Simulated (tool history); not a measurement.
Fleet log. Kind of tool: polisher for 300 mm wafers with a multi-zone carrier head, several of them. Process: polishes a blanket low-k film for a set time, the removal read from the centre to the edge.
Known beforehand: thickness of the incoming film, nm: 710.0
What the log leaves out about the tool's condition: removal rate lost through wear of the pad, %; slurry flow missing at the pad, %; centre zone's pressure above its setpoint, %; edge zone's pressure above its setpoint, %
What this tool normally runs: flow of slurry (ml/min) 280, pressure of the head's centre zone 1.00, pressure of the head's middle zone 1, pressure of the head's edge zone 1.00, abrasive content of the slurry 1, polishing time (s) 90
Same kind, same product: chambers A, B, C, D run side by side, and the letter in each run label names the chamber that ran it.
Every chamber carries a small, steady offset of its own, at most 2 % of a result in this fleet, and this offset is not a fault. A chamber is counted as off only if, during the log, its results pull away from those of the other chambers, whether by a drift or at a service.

run   hour  flow of slurry (ml/min)  pressure of the head's centre zone  pressure of the head's middle zone  pressure of the head's edge zone  abrasive content of the slurry  polishing time (s)  wafers polished on this pad  hours since the slurry nozzle was cleaned  hours since the centre zone pressure was calibrated  hours since the edge zone pressure was calibrated  film removed at the wafer's centre (nm)  film removed at mid-radius (nm)  film removed at the wafer's edge (nm)
       6.1  -- chamber B: slurry nozzle cleaned
 1B    7.7                      280                                1.00                                   1                              1.00                               1                  90                          512                                        1.6                                                200.3                                              228.1                                   28.893                           29.323                                 29.168
      11.4  -- chamber C: worn pad replaced by a new one
 2D   14.3                      280                                1.00                                   1                              1.00                               1                  90                          106                                      362.6                                                596.6                                              229.8                                   29.533                           29.737                                 29.690
      18.8  -- chamber C: edge zone pressure recalibrated
 3C   21.0                      280                                1.00                                   1                              1.00                               1                  90                           68                                      287.8                                                 73.1                                                2.2                                   28.610                           29.462                                 28.890
 4A   28.2                      280                                1.00                                   1                              1.00                               1                  90                         1157                                      102.5                                                831.6                                              939.9                                   28.910                           29.487                                 29.213
 5C   35.2                      280                                1.00                                   1                              1.00                               1                  90                          168                                      302.0                                                 87.3                                               16.4                                   28.956                           29.670                                 29.204
 6D   40.8                      280                                1.00                                   1                              1.00                               1                  90                          294                                      389.1                                                623.1                                              256.3                                   29.699                           29.516                                 29.566
 7A   49.0                      280                                1.00                                   1                              1.00                               1                  90                         1304                                      123.3                                                852.4                                              960.7                                   29.451                           29.559                                 29.809
 8B   55.7                      280                                1.00                                   1                              1.00                               1                  90                          851                                       49.6                                                248.3                                              276.1                                   28.983                           29.161                                 28.899
 9B   61.8                      280                                1.00                                   1                              1.00                               1                  90                          894                                       55.7                                                254.4                                              282.2                                   28.548                           29.533                                 28.932
10A   70.7                      280                                1.00                                   1                              1.00                               1                  90                         1458                                      145.0                                                874.1                                              982.4                                   29.017                           29.333                                 29.457
11D   75.0                      280                                1.00                                   1                              1.00                               1                  90                          536                                      423.3                                                657.3                                              290.5                                   29.956                           29.735                                 29.940
12C   83.2                      280                                1.00                                   1                              1.00                               1                  90                          508                                      350.0                                                135.3                                               64.4                                   28.528                           29.793                                 28.562
      84.5  -- chamber D: worn pad replaced by a new one
13D   91.2                      280                                1.00                                   1                              1.00                               1                  90                           47                                      439.5                                                673.5                                              306.7                                   29.635                           29.587                                 30.012
14B   96.4                      280                                1.00                                   1                              1.00                               1                  90                         1139                                       90.3                                                289.0                                              316.8                                   28.896                           29.069                                 28.979
     103.7  -- chamber A: worn pad replaced by a new one
15C  105.0                      280                                1.00                                   1                              1.00                               1                  90                          662                                      371.8                                                157.1                                               86.2                                   28.702                           29.502                                 28.001
16A  112.0                      280                                1.00                                   1                              1.00                               1                  90                           59                                      186.3                                                915.4                                             1023.7                                   28.857                           29.265                                 28.898
17D  116.6                      280                                1.00                                   1                              1.00                               1                  90                          227                                      464.9                                                698.9                                              332.1                                   29.737                           29.338                                 29.057
     117.9  -- chamber D: centre zone pressure recalibrated
18B  124.3                      280                                1.00                                   1                              1.00                               1                  90                         1336                                      118.2                                                316.9                                              344.7                                   28.980                           29.379                                 29.193
19C  129.1                      280                                1.00                                   1                              1.00                               1                  65                          832                                      395.9                                                181.2                                              110.3                                   20.319                           20.989                                 20.496
20A  133.8                      280                                1.00                                   1                              1.00                               1                  65                          213                                      208.1                                                937.2                                             1045.5                                   20.646                           21.190                                 21.315
21D  138.4                      280                                1.00                                   1                              1.00                               1                  65                          381                                      486.7                                                 20.5                                              353.9                                   21.341                           21.338                                 21.387
22B  144.0                      280                                1.00                                   1                              1.00                               1                  65                         1475                                      137.9                                                336.6                                              364.4                                   20.835                           21.090                                 21.212
23C  152.4                      280                                1.00                                   1                              1.00                               1                  90                          997                                      419.2                                                204.5                                              133.6                                   28.058                           28.894                                 28.343
24A  156.8                      280                                1.00                                   1                              1.00                               1                  90                          375                                      231.1                                                960.2                                             1068.5                                   29.012                           29.355                                 29.210
     158.9  -- chamber D: worn pad replaced by a new one
25D  163.9                      280                                1.00                                   1                              1.00                               1                  90                           35                                      512.2                                                 46.0                                              379.4                                   30.073                           29.349                                 30.315
     169.6  -- chamber B: worn pad replaced by a new one
26B  171.6                      280                                1.00                                   1                              1.00                               1                  90                           14                                      165.5                                                364.2                                              392.0                                   29.363                           29.339                                 29.608
     175.0  -- chamber B: edge zone pressure recalibrated
27A  175.8                      280                                1.00                                   1                              0.93                               1                 110                          510                                      250.1                                                979.2                                             1087.5                                   35.079                           36.036                                 35.051
28C  180.2                      280                                1.00                                   1                              0.93                               1                 110                         1193                                      447.0                                                232.3                                              161.4                                   34.457                           34.634                                 33.119
     182.2  -- chamber C: worn pad replaced by a new one
29D  188.8                      280                                1.00                                   1                              0.93                               1                 110                          211                                      537.1                                                 70.9                                              404.3                                   36.137                           35.582                                 34.302
30C  195.5                      280                                1.00                                   1                              0.93                               1                 110                           94                                      462.3                                                247.6                                              176.7                                   33.564                           34.722                                 32.522
31B  204.6                      280                                1.00                                   1                              1.00                               1                  90                          247                                      198.5                                                397.2                                               29.6                                   29.277                           29.467                                 28.790

Each of the 4 chambers runs these same settings next. Fill in every chamber's results:
32A  211.3                      280                                0.95                                   1                              1.00                               1                  90                                                                                                                                                                                                                        ?                                ?                                      ?
32B  211.3                      280                                0.95                                   1                              1.00                               1                  90                                                                                                                                                                                                                        ?                                ?                                      ?
32C  211.3                      280                                0.95                                   1                              1.00                               1                  90                                                                                                                                                                                                                        ?                                ?                                      ?
32D  211.3                      280                                0.95                                   1                              1.00                               1                  90                                                                                                                                                                                                                        ?                                ?                                      ?

run  film removed at the wafer's centre (nm)  film removed at mid-radius (nm)  film removed at the wafer's edge (nm)
32A                                   27.368                           29.435                                 29.712
32B                                   27.601                           29.775                                 29.396
32C                                   25.848                           27.968                                 26.843
32D                                   28.166                           29.783                                 29.309
